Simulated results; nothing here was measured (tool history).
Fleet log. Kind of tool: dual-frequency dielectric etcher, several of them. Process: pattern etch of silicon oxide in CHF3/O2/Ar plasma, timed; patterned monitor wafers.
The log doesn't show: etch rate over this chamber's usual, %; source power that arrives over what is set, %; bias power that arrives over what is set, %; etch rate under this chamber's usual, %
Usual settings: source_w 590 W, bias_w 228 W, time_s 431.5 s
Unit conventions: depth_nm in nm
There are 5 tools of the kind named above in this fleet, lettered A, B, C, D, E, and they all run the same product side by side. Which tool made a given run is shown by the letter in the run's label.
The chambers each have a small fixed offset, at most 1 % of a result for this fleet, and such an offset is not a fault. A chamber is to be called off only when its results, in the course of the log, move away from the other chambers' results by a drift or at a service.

run	hour	source_w	bias_w	time_s	hours since the last wet clean	hours since the last source power generator calibration	hours since the last bias power generator calibration	read-back reference wafer on the same gauge, depth_nm	depth_nm
1E	5.9	590	228	431.5	231.9	2506.7	2841.6	997.39	913.58
2C	11.2	590	228	431.5	30.9	823.6	1555	997.56	921.34
3A	18.9	590	228	431.5	555.3	1771.3	1160.5	996.08	932.12
4D	24.3	590	228	431.5	253.1	1643.1	1265.7	998.53	913.55
5B	32.2	590	228	431.5	92.9	617.7	193.6	997.64	921.01
6E	39.2	590	228	431.5	265.2	2540	2874.9	996.98	915.7
7B	43.7	590	228	431.5	104.4	629.2	205.1	997.25	931.57
8D	50.9	590	228	431.5	279.7	1669.7	1292.3	996.06	912.79
9A	55.6	590	228	431.5	592	1808	1197.2	996.95	921.77
10C	60.5	700	228	431.5	80.2	872.9	1604.3	996.45	983
11C	64.2	700	228	431.5	83.9	876.6	1608	998.28	988.03
12B	71.4	700	228	431.5	132.1	656.9	232.8	997.3	988.99
13A	76.5	700	228	431.5	612.9	1828.9	1218.1	996.81	996.96
14E	82.2	700	228	431.5	308.2	2583	2917.9	998.56	978.7
15D	86	590	253	431.5	314.8	1704.8	1327.4	996.77	946.86
16E	92.6	590	253	431.5	318.6	2593.4	2928.3	997.42	954.52
17D	97.2	590	253	431.5	326	1716	1338.6	995.4	948.24
# hour 102.8: chamber A: wet clean of the chamber
18C	105.8	590	253	431.5	125.5	918.2	1649.6	996.25	962.29
# hour 106.5: chamber E: wet clean of the chamber
19A	110.7	590	253	431.5	7.9	1863.1	1252.3	996.66	959.09
20B	118	590	228	431.5	178.7	703.5	279.4	996.17	929.71
21A	125.1	590	228	431.5	22.3	1877.5	1266.7	996.76	930.04
22E	132.9	640	228	431.5	26.5	2633.7	2968.6	998.26	921.63
23C	136.6	640	228	431.5	156.3	949	1680.4	997.46	958.82
24D	142.4	640	228	431.5	371.2	1761.2	1383.8	996.4	939.81
25B	149.3	640	228	431.5	210	734.8	310.7	997.51	960.12
# hour 151.4: chamber D: wet clean of the chamber
26A	156.9	640	228	431.5	54.1	1909.3	1298.5	996.51	955.99
27B	160.7	590	228	431.5	221.4	746.2	322.1	996.95	930.31
28E	168.5	590	228	431.5	62.1	2669.3	3004.2	996.85	896.24
29C	174.3	590	228	431.5	194	986.7	1718.1	997.19	927.16
30D	178.1	590	228	431.5	26.7	1796.9	1419.5	996.76	911.27
31A	185.2	590	228	431.5	82.4	1937.6	1326.8	997.62	918.94
32B	193.8	590	228	431.5	254.5	779.3	355.2	997.49	924.39
33D	198.8	590	228	431.5	47.4	1817.6	1440.2	996.69	914.54
34E	204.8	590	228	385.5	98.4	2705.6	3040.5	996.69	801.37
35C	212.4	590	228	385.5	232.1	1024.8	1756.2	996.93	822.21
36B	219.6	590	228	385.5	280.3	805.1	381	996.7	831.39
37C	227	590	228	385.5	246.7	1039.4	1770.8	997.28	825.17
38A	233.9	590	228	385.5	131.1	1986.3	1375.5	996.75	831.57
39E	240.4	590	228	431.5	134	2741.2	3076.1	998.02	894.63
40D	245	590	228	431.5	93.6	1863.8	1486.4	997.14	907.67
41C	253	590	228	431.5	272.7	1065.4	1796.8	996.49	925.95

All 5 chambers run these settings next. Forecast each chamber's results:
42A	259.2	590	247	431.5					?
42B	259.2	590	247	431.5					?
42C	259.2	590	247	431.5					?
42D	259.2	590	247	431.5					?
42E	259.2	590	247	431.5					?

run	depth_nm
42A	956.33
42B	958.57
42C	956.5
42D	940.55
42E	918.99
